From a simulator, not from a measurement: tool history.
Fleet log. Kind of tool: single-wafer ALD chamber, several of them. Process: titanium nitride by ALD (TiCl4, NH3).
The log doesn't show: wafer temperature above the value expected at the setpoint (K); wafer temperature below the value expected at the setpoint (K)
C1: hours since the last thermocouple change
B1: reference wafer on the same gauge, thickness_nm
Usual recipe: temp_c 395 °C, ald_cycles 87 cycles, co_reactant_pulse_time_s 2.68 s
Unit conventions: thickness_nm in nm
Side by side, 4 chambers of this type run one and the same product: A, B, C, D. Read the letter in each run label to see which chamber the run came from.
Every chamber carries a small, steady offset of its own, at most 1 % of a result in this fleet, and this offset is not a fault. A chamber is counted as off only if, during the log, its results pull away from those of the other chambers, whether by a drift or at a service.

Run 1C, day 0.292: usual settings; C1 1062.6; B1 1.5708. Result: thickness_nm 1.9102 nm.
Run 2A, day 0.7: usual settings; C1 2038.9; B1 1.5706. Result: thickness_nm 1.9297 nm.
Run 3B, day 1.308: usual settings; C1 418.8; B1 1.5709. Result: thickness_nm 1.9355 nm.
Run 4D, day 1.792: usual settings; C1 166.9; B1 1.5716. Result: thickness_nm 1.9207 nm.
Run 5B, day 2.2: usual settings; C1 440.2; B1 1.5725. Result: thickness_nm 1.9443 nm.
Run 6A, day 2.55: usual settings but ald_cycles 96 cycles, co_reactant_pulse_time_s 3.31 s; C1 2083.3; B1 1.573. Result: thickness_nm 2.1515 nm.
Run 7C, day 2.921: usual settings but ald_cycles 96 cycles, co_reactant_pulse_time_s 3.31 s; C1 1125.7; B1 1.5729. Result: thickness_nm 2.137 nm.
Run 8D, day 3.238: usual settings but ald_cycles 96 cycles, co_reactant_pulse_time_s 3.31 s; C1 201.6; B1 1.5728. Result: thickness_nm 2.1337 nm.
Run 9D, day 3.596: usual settings but ald_cycles 96 cycles, co_reactant_pulse_time_s 3.31 s; C1 210.2; B1 1.573. Result: thickness_nm 2.1381 nm.
Run 10B, day 4.2: usual settings; C1 488.2; B1 1.5737. Result: thickness_nm 1.9419 nm.
Run 11A, day 4.838: usual settings; C1 2138.2; B1 1.574. Result: thickness_nm 1.938 nm.
Run 12C, day 5.158: usual settings; C1 1179.4; B1 1.5749. Result: thickness_nm 1.9168 nm.
Run 13D, day 5.692: usual settings; C1 260.5; B1 1.5751. Result: thickness_nm 1.9247 nm.
Run 14C, day 6.046: usual settings; C1 1200.7; B1 1.5757. Result: thickness_nm 1.9211 nm.
Run 15A, day 6.592: usual settings; C1 2180.3; B1 1.5765. Result: thickness_nm 1.9356 nm.
Run 16B, day 6.908: usual settings; C1 553.2; B1 1.5766. Result: thickness_nm 1.9468 nm.
Run 17A, day 7.462: usual settings; C1 2201.2; B1 1.5777. Result: thickness_nm 1.9439 nm.
Run 18D, day 8.038: usual settings; C1 316.8; B1 1.5781. Result: thickness_nm 1.9263 nm.
Run 19B, day 8.35: usual settings; C1 587.8; B1 1.578. Result: thickness_nm 1.9432 nm.
Run 20C, day 8.9: usual settings; C1 1269.2; B1 1.579. Result: thickness_nm 1.9287 nm.
Run 21B, day 9.254: usual settings; C1 609.5; B1 1.5785. Result: thickness_nm 1.956 nm.
Run 22A, day 9.562: usual settings; C1 2251.6; B1 1.579. Result: thickness_nm 1.9393 nm.
Run 23D, day 9.862: usual settings; C1 360.6; B1 1.5797. Result: thickness_nm 1.9283 nm.
Run 24C, day 10.171: usual settings; C1 1299.7; B1 1.5796. Result: thickness_nm 1.9295 nm.
Run 25D, day 10.779: usual settings; C1 382.6; B1 1.5804. Result: thickness_nm 1.9295 nm.
Run 26B, day 11.15: usual settings; C1 655; B1 1.5796. Result: thickness_nm 1.9474 nm.

Has any chamber moved away from the others, gradually or after a service, or does the common gauge drift, or do the chambers differ only by their own small steady offsets? State the chamber and the most likely cause if one applies.

None of the chambers is off. What moves is the gauge, dragging all their readings along together.
Most likely cause: gauge reads high (%) = 0.715.
